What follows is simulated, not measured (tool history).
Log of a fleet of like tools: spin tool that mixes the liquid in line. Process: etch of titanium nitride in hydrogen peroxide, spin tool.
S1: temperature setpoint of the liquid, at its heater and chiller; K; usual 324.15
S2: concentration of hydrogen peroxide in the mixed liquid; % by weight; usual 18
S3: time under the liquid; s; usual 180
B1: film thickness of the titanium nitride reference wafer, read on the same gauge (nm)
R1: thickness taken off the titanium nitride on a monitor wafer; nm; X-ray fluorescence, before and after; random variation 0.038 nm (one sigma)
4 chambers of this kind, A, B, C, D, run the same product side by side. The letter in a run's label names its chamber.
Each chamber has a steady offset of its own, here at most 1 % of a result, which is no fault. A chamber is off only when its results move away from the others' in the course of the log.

| run | hour | S1 | S2 | S3 | B1 | R1 |
|---|---|---|---|---|---|---|
| 1C | 5.6 | 324.15 | 18 | 180 | 60.006 | 4.7071 |
| 2A | 12.0 | 324.15 | 18 | 180 | 59.985 | 4.7010 |
| 3D | 19.3 | 324.15 | 18 | 180 | 59.976 | 4.7656 |
| 4B | 22.9 | 324.15 | 18 | 180 | 59.993 | 4.7442 |
| 5C | 30.4 | 324.15 | 18 | 180 | 60.004 | 4.7441 |
| 6B | 34.7 | 315.65 | 13 | 180 | 59.971 | 2.3383 |
| 7D | 39.5 | 315.65 | 13 | 180 | 60.050 | 2.3544 |
| 8A | 44.3 | 315.65 | 13 | 180 | 59.966 | 2.3334 |
| 9A | 51.5 | 315.65 | 13 | 180 | 59.957 | 2.3695 |
| 10C | 58.9 | 324.15 | 18 | 240 | 60.014 | 6.2479 |
| 11D | 64.8 | 324.15 | 18 | 240 | 60.032 | 6.2310 |
| 12B | 71.5 | 324.15 | 18 | 240 | 60.055 | 6.2421 |
| 13D | 77.7 | 324.15 | 18 | 240 | 60.047 | 6.2743 |
| 14A | 81.8 | 324.15 | 18 | 180 | 59.994 | 4.7762 |
| 15C | 87.1 | 324.15 | 18 | 115 | 59.964 | 3.0101 |
| 16B | 91.0 | 324.15 | 18 | 115 | 60.000 | 2.9870 |
| 17C | 95.2 | 324.15 | 18 | 115 | 60.029 | 3.0461 |
| 18D | 103.2 | 324.15 | 18 | 115 | 59.996 | 3.0033 |
| 19A | 109.5 | 329.15 | 18 | 115 | 59.958 | 4.4049 |
| 20B | 115.2 | 329.15 | 18 | 115 | 60.000 | 4.3559 |
| 21A | 122.8 | 329.15 | 18 | 115 | 60.011 | 4.4283 |
| 22C | 128.6 | 329.15 | 18 | 115 | 59.986 | 4.2431 |
| 23B | 133.1 | 324.15 | 18 | 180 | 59.990 | 4.7492 |
| 24D | 141.0 | 324.15 | 18 | 180 | 60.023 | 4.7500 |
| 25C | 148.2 | 324.15 | 18 | 180 | 59.948 | 4.6454 |
| 26B | 151.9 | 324.15 | 18 | 180 | 60.036 | 4.7139 |
|  | 153.8 | chamber B: new drum of peroxide connected |
| 27A | 156.6 | 324.15 | 18 | 180 | 60.062 | 4.9013 |
| 28D | 163.7 | 324.15 | 18 | 180 | 60.016 | 4.6885 |
|  | 168.0 | chamber A: new drum of peroxide connected |
| 29D | 169.0 | 324.15 | 18 | 180 | 59.991 | 4.6894 |
| 30B | 175.6 | 324.15 | 18 | 180 | 59.969 | 4.6902 |
| 31A | 180.7 | 324.15 | 18 | 180 | 60.014 | 5.0013 |
| 32C | 188.1 | 324.15 | 18 | 180 | 60.020 | 4.6889 |

Is one chamber off against the others, does the gauge drift, or is nothing wrong? If a chamber is off, say which, and what the likeliest cause is.

Chamber A drifts away from the others.
Cause: liquid hotter than its thermometer reads (K) = 0.894.

Here are 4 candidates for chamber A's next run, each the usual settings with a change, their results left as question marks. Which one brings its results back in line with what the others give on the usual settings?
In line means no further than this from the other chambers' mean on the usual settings: R1 0.1300 nm
| 33A-1 | 194.1 | 323.65 | 18 | 175 |  | ? |
| 33A-2 | 194.1 | 324.15 | 19 | 180 |  | ? |
| 33A-3 | 194.1 | 324.65 | 18 | 185 |  | ? |
| 33A-4 | 194.1 | 324.15 | 17 | 180 |  | ? |

The other chambers' mean on the usual settings: R1 4.7265 nm
| run | R1 |
|---|---|
| 33A-1 | 4.7296 |
| 33A-2 | 5.0993 |
| 33A-3 | 5.3737 |
| 33A-4 | 4.9819 |
33A-1 brings the chamber back in line.

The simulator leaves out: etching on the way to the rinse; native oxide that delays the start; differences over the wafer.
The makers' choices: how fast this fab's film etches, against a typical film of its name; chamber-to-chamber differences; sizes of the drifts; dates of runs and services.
